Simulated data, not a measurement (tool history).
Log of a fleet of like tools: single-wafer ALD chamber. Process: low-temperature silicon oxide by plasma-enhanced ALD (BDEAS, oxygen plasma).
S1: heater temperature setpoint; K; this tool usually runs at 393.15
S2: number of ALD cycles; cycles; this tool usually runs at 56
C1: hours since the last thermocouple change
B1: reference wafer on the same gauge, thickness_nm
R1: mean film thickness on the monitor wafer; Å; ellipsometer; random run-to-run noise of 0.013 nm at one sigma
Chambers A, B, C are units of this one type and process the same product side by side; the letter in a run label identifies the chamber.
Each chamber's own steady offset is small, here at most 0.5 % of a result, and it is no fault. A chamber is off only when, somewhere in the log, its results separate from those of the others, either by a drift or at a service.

run    day      S1  S2      C1      B1      R1
 1A  0.338  393.15  56  1227.0  6.6963  77.551
 2C  0.712  393.15  56   345.3  6.6946  77.363
 3B  1.092  393.15  56    30.0  6.6930  76.753
 4A  1.421  393.15  56  1253.0  6.6929  77.301
 5B  1.900  393.15  56    49.4  6.6893  76.773
 6C  2.138  393.15  56   379.5  6.6856  77.024
 7A  2.521  393.15  56  1279.4  6.6835  77.200
 8B  2.888  400.15  46    73.1  6.6834  62.203
 9C  3.396  400.15  46   409.7  6.6810  62.497
10C  3.771  400.15  46   418.7  6.6783  62.435
11A  4.171  402.15  65  1319.0  6.6773  87.693
12B  4.425  402.15  65   110.0  6.6742  87.396
13A  4.783  402.15  65  1333.7  6.6737  87.907
14C  5.092  393.15  56   450.4  6.6733  76.975
15B  5.404  393.15  56   133.5  6.6725  76.548
16C  5.917  393.15  56   470.2  6.6644  76.779
17A  6.362  393.15  56  1371.6  6.6656  76.968
18B  6.858  393.15  56   168.4  6.6583  76.463
19A  7.292  393.15  56  1393.9  6.6565  76.944
20C  7.650  393.15  56   511.8  6.6541  76.750
21B  8.008  393.15  56   196.0  6.6528  76.377

For the next run the whole fleet of 3 chambers uses the same settings. Give each chamber's results:
22A  8.379  406.15  56           ?
22B  8.379  406.15  56           ?
22C  8.379  406.15  56           ?

run      R1
22A  74.710
22B  74.574
22C  74.929
